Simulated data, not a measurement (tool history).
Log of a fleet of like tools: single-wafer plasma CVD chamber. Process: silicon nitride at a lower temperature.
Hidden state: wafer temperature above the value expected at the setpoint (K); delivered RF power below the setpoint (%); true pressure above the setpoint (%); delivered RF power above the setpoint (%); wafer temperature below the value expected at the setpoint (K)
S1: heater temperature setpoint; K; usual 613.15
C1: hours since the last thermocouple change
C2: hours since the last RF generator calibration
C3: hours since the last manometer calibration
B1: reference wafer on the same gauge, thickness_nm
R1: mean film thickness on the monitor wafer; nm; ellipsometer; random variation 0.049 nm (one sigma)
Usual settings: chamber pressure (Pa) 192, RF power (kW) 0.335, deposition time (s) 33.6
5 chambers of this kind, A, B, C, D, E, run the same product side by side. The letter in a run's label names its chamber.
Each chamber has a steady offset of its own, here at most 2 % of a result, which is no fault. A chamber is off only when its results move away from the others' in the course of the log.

run 1D day=0.183 | S1=613.15 chamber_pressure_(Pa)=192 RF_power_(kW)=0.335 deposition_time_(s)=33.6 | C1=1997.7 C2=390.2 C3=30.7 | B1=46.908 | R1=41.216
run 2E day=0.404 | S1=613.15 chamber_pressure_(Pa)=192 RF_power_(kW)=0.335 deposition_time_(s)=33.6 | C1=311.0 C2=206.8 C3=322.6 | B1=46.923 | R1=42.101
-- day=0.550 chamber C: capacitance manometer re-zeroed and calibrated
run 3A day=0.562 | S1=613.15 chamber_pressure_(Pa)=192 RF_power_(kW)=0.335 deposition_time_(s)=33.6 | C1=2414.0 C2=827.0 C3=1701.9 | B1=46.910 | R1=41.141
run 4B day=0.758 | S1=613.15 chamber_pressure_(Pa)=192 RF_power_(kW)=0.335 deposition_time_(s)=33.6 | C1=742.6 C2=1196.6 C3=523.5 | B1=46.927 | R1=41.256
run 5C day=0.962 | S1=613.15 chamber_pressure_(Pa)=155 RF_power_(kW)=0.335 deposition_time_(s)=33.6 | C1=617.4 C2=598.0 C3=10.0 | B1=46.923 | R1=39.023
run 6A day=1.167 | S1=613.15 chamber_pressure_(Pa)=155 RF_power_(kW)=0.335 deposition_time_(s)=33.6 | C1=2428.5 C2=841.5 C3=1716.4 | B1=46.942 | R1=38.651
run 7E day=1.383 | S1=613.15 chamber_pressure_(Pa)=155 RF_power_(kW)=0.335 deposition_time_(s)=33.6 | C1=334.5 C2=230.3 C3=346.1 | B1=46.939 | R1=39.657
run 8B day=1.621 | S1=613.15 chamber_pressure_(Pa)=155 RF_power_(kW)=0.335 deposition_time_(s)=33.6 | C1=763.3 C2=1217.3 C3=544.2 | B1=46.953 | R1=38.826
run 9D day=1.862 | S1=613.15 chamber_pressure_(Pa)=155 RF_power_(kW)=0.335 deposition_time_(s)=33.6 | C1=2038.0 C2=430.5 C3=71.0 | B1=46.954 | R1=38.914
run 10C day=2.100 | S1=613.15 chamber_pressure_(Pa)=192 RF_power_(kW)=0.335 deposition_time_(s)=33.6 | C1=644.7 C2=625.3 C3=37.3 | B1=46.963 | R1=41.552
run 11E day=2.288 | S1=613.15 chamber_pressure_(Pa)=192 RF_power_(kW)=0.335 deposition_time_(s)=33.6 | C1=356.2 C2=252.0 C3=367.8 | B1=46.962 | R1=42.240
run 12B day=2.546 | S1=613.15 chamber_pressure_(Pa)=192 RF_power_(kW)=0.335 deposition_time_(s)=33.6 | C1=785.5 C2=1239.5 C3=566.4 | B1=46.976 | R1=41.302
run 13D day=2.825 | S1=613.15 chamber_pressure_(Pa)=192 RF_power_(kW)=0.335 deposition_time_(s)=27.2 | C1=2061.1 C2=453.6 C3=94.1 | B1=46.979 | R1=33.523
run 14C day=3.112 | S1=613.15 chamber_pressure_(Pa)=192 RF_power_(kW)=0.335 deposition_time_(s)=27.2 | C1=669.0 C2=649.6 C3=61.6 | B1=46.996 | R1=33.647
run 15A day=3.242 | S1=613.15 chamber_pressure_(Pa)=192 RF_power_(kW)=0.335 deposition_time_(s)=27.2 | C1=2478.3 C2=891.3 C3=1766.2 | B1=46.999 | R1=33.350
run 16B day=3.396 | S1=613.15 chamber_pressure_(Pa)=192 RF_power_(kW)=0.335 deposition_time_(s)=27.2 | C1=805.9 C2=1259.9 C3=586.8 | B1=46.993 | R1=33.502
run 17D day=3.596 | S1=613.15 chamber_pressure_(Pa)=192 RF_power_(kW)=0.335 deposition_time_(s)=27.2 | C1=2079.6 C2=472.1 C3=112.6 | B1=47.016 | R1=33.520
run 18E day=3.725 | S1=613.15 chamber_pressure_(Pa)=192 RF_power_(kW)=0.335 deposition_time_(s)=33.6 | C1=390.7 C2=286.5 C3=402.3 | B1=47.016 | R1=42.237
run 19A day=3.979 | S1=613.15 chamber_pressure_(Pa)=192 RF_power_(kW)=0.335 deposition_time_(s)=33.6 | C1=2496.0 C2=909.0 C3=1783.9 | B1=47.008 | R1=41.301
run 20C day=4.162 | S1=613.15 chamber_pressure_(Pa)=192 RF_power_(kW)=0.335 deposition_time_(s)=33.6 | C1=694.2 C2=674.8 C3=86.8 | B1=47.024 | R1=41.601
run 21C day=4.321 | S1=613.15 chamber_pressure_(Pa)=192 RF_power_(kW)=0.335 deposition_time_(s)=33.6 | C1=698.0 C2=678.6 C3=90.6 | B1=47.029 | R1=41.489
run 22B day=4.471 | S1=613.15 chamber_pressure_(Pa)=192 RF_power_(kW)=0.335 deposition_time_(s)=33.6 | C1=831.7 C2=1285.7 C3=612.6 | B1=47.030 | R1=41.442
run 23D day=4.667 | S1=613.15 chamber_pressure_(Pa)=192 RF_power_(kW)=0.335 deposition_time_(s)=33.6 | C1=2105.3 C2=497.8 C3=138.3 | B1=47.035 | R1=41.380
run 24E day=4.917 | S1=613.15 chamber_pressure_(Pa)=192 RF_power_(kW)=0.335 deposition_time_(s)=33.6 | C1=419.3 C2=315.1 C3=430.9 | B1=47.052 | R1=42.360
-- day=4.929 chamber D: thermocouple changed; heater temperature recalibrated
run 25A day=5.104 | S1=613.15 chamber_pressure_(Pa)=215 RF_power_(kW)=0.310 deposition_time_(s)=33.6 | C1=2523.0 C2=936.0 C3=1810.9 | B1=47.040 | R1=40.522
run 26D day=5.358 | S1=613.15 chamber_pressure_(Pa)=215 RF_power_(kW)=0.310 deposition_time_(s)=33.6 | C1=10.4 C2=514.4 C3=154.9 | B1=47.057 | R1=40.665
run 27C day=5.525 | S1=613.15 chamber_pressure_(Pa)=215 RF_power_(kW)=0.310 deposition_time_(s)=33.6 | C1=726.9 C2=707.5 C3=119.5 | B1=47.079 | R1=40.776
-- day=5.683 chamber A: capacitance manometer re-zeroed and calibrated
run 28A day=5.788 | S1=613.15 chamber_pressure_(Pa)=215 RF_power_(kW)=0.310 deposition_time_(s)=33.6 | C1=2539.4 C2=952.4 C3=2.6 | B1=47.077 | R1=40.568
run 29B day=5.925 | S1=613.15 chamber_pressure_(Pa)=215 RF_power_(kW)=0.310 deposition_time_(s)=33.6 | C1=866.6 C2=1320.6 C3=647.5 | B1=47.072 | R1=40.733
run 30E day=6.071 | S1=613.15 chamber_pressure_(Pa)=192 RF_power_(kW)=0.335 deposition_time_(s)=33.6 | C1=447.0 C2=342.8 C3=458.6 | B1=47.083 | R1=42.279
run 31A day=6.296 | S1=613.15 chamber_pressure_(Pa)=192 RF_power_(kW)=0.335 deposition_time_(s)=33.6 | C1=2551.6 C2=964.6 C3=14.8 | B1=47.086 | R1=41.321
run 32D day=6.550 | S1=613.15 chamber_pressure_(Pa)=192 RF_power_(kW)=0.335 deposition_time_(s)=33.6 | C1=39.0 C2=543.0 C3=183.5 | B1=47.088 | R1=41.429
run 33C day=6.767 | S1=613.15 chamber_pressure_(Pa)=192 RF_power_(kW)=0.335 deposition_time_(s)=33.6 | C1=756.7 C2=737.3 C3=149.3 | B1=47.089 | R1=41.630
run 34E day=6.983 | S1=613.15 chamber_pressure_(Pa)=192 RF_power_(kW)=0.335 deposition_time_(s)=33.6 | C1=468.9 C2=364.7 C3=480.5 | B1=47.095 | R1=42.338
run 35B day=7.192 | S1=613.15 chamber_pressure_(Pa)=192 RF_power_(kW)=0.335 deposition_time_(s)=33.6 | C1=897.0 C2=1351.0 C3=677.9 | B1=47.108 | R1=41.458
run 36A day=7.462 | S1=613.15 chamber_pressure_(Pa)=192 RF_power_(kW)=0.335 deposition_time_(s)=33.6 | C1=2579.6 C2=992.6 C3=42.8 | B1=47.125 | R1=41.312
run 37B day=7.679 | S1=613.15 chamber_pressure_(Pa)=192 RF_power_(kW)=0.335 deposition_time_(s)=33.6 | C1=908.7 C2=1362.7 C3=689.6 | B1=47.111 | R1=41.548

Is one chamber off against the others, does the gauge drift, or is nothing wrong? If a chamber is off, say which, and what the likeliest cause is.

The gauge drifts, so all chambers seem to drift together. No chamber is off.
Cause: gauge reads high (%) = 0.49.

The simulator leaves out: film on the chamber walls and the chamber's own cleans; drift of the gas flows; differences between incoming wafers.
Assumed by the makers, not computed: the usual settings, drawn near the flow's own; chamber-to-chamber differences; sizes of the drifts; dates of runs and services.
